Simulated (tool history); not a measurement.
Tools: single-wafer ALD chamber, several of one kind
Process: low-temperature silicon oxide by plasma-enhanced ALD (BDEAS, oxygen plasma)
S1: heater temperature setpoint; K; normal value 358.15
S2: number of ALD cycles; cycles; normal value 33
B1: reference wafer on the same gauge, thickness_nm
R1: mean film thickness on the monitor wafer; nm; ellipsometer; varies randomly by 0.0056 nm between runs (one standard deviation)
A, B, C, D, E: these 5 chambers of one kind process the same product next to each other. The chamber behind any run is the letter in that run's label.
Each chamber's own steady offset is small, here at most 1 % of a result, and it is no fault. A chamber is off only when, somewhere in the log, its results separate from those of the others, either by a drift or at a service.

{"run": "1C", "day": 0.321, "S1": 358.15, "S2": 33, "B1": 4.0104, "R1": 4.9253}
{"run": "2B", "day": 0.683, "S1": 358.15, "S2": 33, "B1": 4.0107, "R1": 4.9871}
{"run": "3A", "day": 1.05, "S1": 358.15, "S2": 33, "B1": 4.0119, "R1": 4.99}
{"run": "4D", "day": 1.258, "S1": 358.15, "S2": 33, "B1": 4.0117, "R1": 4.9234}
{"run": "5E", "day": 1.492, "S1": 358.15, "S2": 33, "B1": 4.0113, "R1": 4.973}
{"run": "6E", "day": 1.712, "S1": 358.15, "S2": 33, "B1": 4.0133, "R1": 4.9792}
{"run": "7A", "day": 1.925, "S1": 366.15, "S2": 29, "B1": 4.0146, "R1": 4.2729}
{"run": "8B", "day": 2.283, "S1": 366.15, "S2": 29, "B1": 4.013, "R1": 4.2543}
{"run": "9D", "day": 2.467, "S1": 366.15, "S2": 29, "B1": 4.0159, "R1": 4.2114}
{"run": "10C", "day": 2.771, "S1": 366.15, "S2": 29, "B1": 4.0144, "R1": 4.2191}
{"run": "11C", "day": 3.104, "S1": 366.15, "S2": 29, "B1": 4.0149, "R1": 4.2121}
{"run": "12D", "day": 3.371, "S1": 353.15, "S2": 29, "B1": 4.0167, "R1": 4.4128}
{"run": "13A", "day": 3.671, "S1": 353.15, "S2": 29, "B1": 4.0165, "R1": 4.467}
{"run": "14E", "day": 3.971, "S1": 353.15, "S2": 29, "B1": 4.0185, "R1": 4.4495}
{"run": "15B", "day": 4.35, "S1": 353.15, "S2": 29, "B1": 4.0167, "R1": 4.4648}
{"run": "16B", "day": 4.6, "S1": 353.15, "S2": 29, "B1": 4.018, "R1": 4.4589}
{"run": "17A", "day": 4.929, "S1": 358.15, "S2": 33, "B1": 4.0178, "R1": 5.0066}
{"day": 4.962, "done": "chamber E: thermocouple changed; heater temperature recalibrated"}
{"run": "18E", "day": 5.15, "S1": 358.15, "S2": 26, "B1": 4.0188, "R1": 3.9293}
{"run": "19D", "day": 5.454, "S1": 358.15, "S2": 26, "B1": 4.0206, "R1": 3.8926}
{"run": "20C", "day": 5.679, "S1": 358.15, "S2": 26, "B1": 4.0197, "R1": 3.8925}
{"run": "21C", "day": 5.879, "S1": 358.15, "S2": 26, "B1": 4.0208, "R1": 3.8954}
{"run": "22D", "day": 6.217, "S1": 358.15, "S2": 26, "B1": 4.0207, "R1": 3.8918}
{"run": "23E", "day": 6.438, "S1": 358.15, "S2": 33, "B1": 4.0217, "R1": 4.9871}
{"run": "24A", "day": 6.7, "S1": 358.15, "S2": 33, "B1": 4.0225, "R1": 5.0139}
{"run": "25B", "day": 6.992, "S1": 358.15, "S2": 33, "B1": 4.0232, "R1": 4.9892}
{"run": "26E", "day": 7.275, "S1": 358.15, "S2": 33, "B1": 4.022, "R1": 4.9837}
{"run": "27D", "day": 7.588, "S1": 349.15, "S2": 39, "B1": 4.0246, "R1": 6.0344}
{"run": "28A", "day": 7.854, "S1": 349.15, "S2": 39, "B1": 4.0243, "R1": 6.1083}
{"run": "29B", "day": 8.125, "S1": 349.15, "S2": 39, "B1": 4.0242, "R1": 6.0862}
{"day": 8.254, "done": "chamber C: thermocouple changed; heater temperature recalibrated"}
{"run": "30C", "day": 8.379, "S1": 349.15, "S2": 39, "B1": 4.0253, "R1": 6.0278}
{"run": "31D", "day": 8.596, "S1": 349.15, "S2": 39, "B1": 4.026, "R1": 6.0369}
{"run": "32C", "day": 8.933, "S1": 358.15, "S2": 36, "B1": 4.0259, "R1": 5.4061}
{"run": "33B", "day": 9.275, "S1": 358.15, "S2": 36, "B1": 4.0266, "R1": 5.4532}
{"run": "34A", "day": 9.625, "S1": 358.15, "S2": 36, "B1": 4.0284, "R1": 5.463}
{"run": "35E", "day": 9.933, "S1": 358.15, "S2": 36, "B1": 4.0274, "R1": 5.4409}

Predict what each chamber gives when all 5 of them run the settings below next.
{"run": "36A", "day": 10.221, "S1": 343.15, "S2": 33, "R1": "?"}
{"run": "36B", "day": 10.221, "S1": 343.15, "S2": 33, "R1": "?"}
{"run": "36C", "day": 10.221, "S1": 343.15, "S2": 33, "R1": "?"}
{"run": "36D", "day": 10.221, "S1": 343.15, "S2": 33, "R1": "?"}
{"run": "36E", "day": 10.221, "S1": 343.15, "S2": 33, "R1": "?"}

run=36A R1=5.2731
run=36B R1=5.2614
run=36C R1=5.2067
run=36D R1=5.2089
run=36E R1=5.2443

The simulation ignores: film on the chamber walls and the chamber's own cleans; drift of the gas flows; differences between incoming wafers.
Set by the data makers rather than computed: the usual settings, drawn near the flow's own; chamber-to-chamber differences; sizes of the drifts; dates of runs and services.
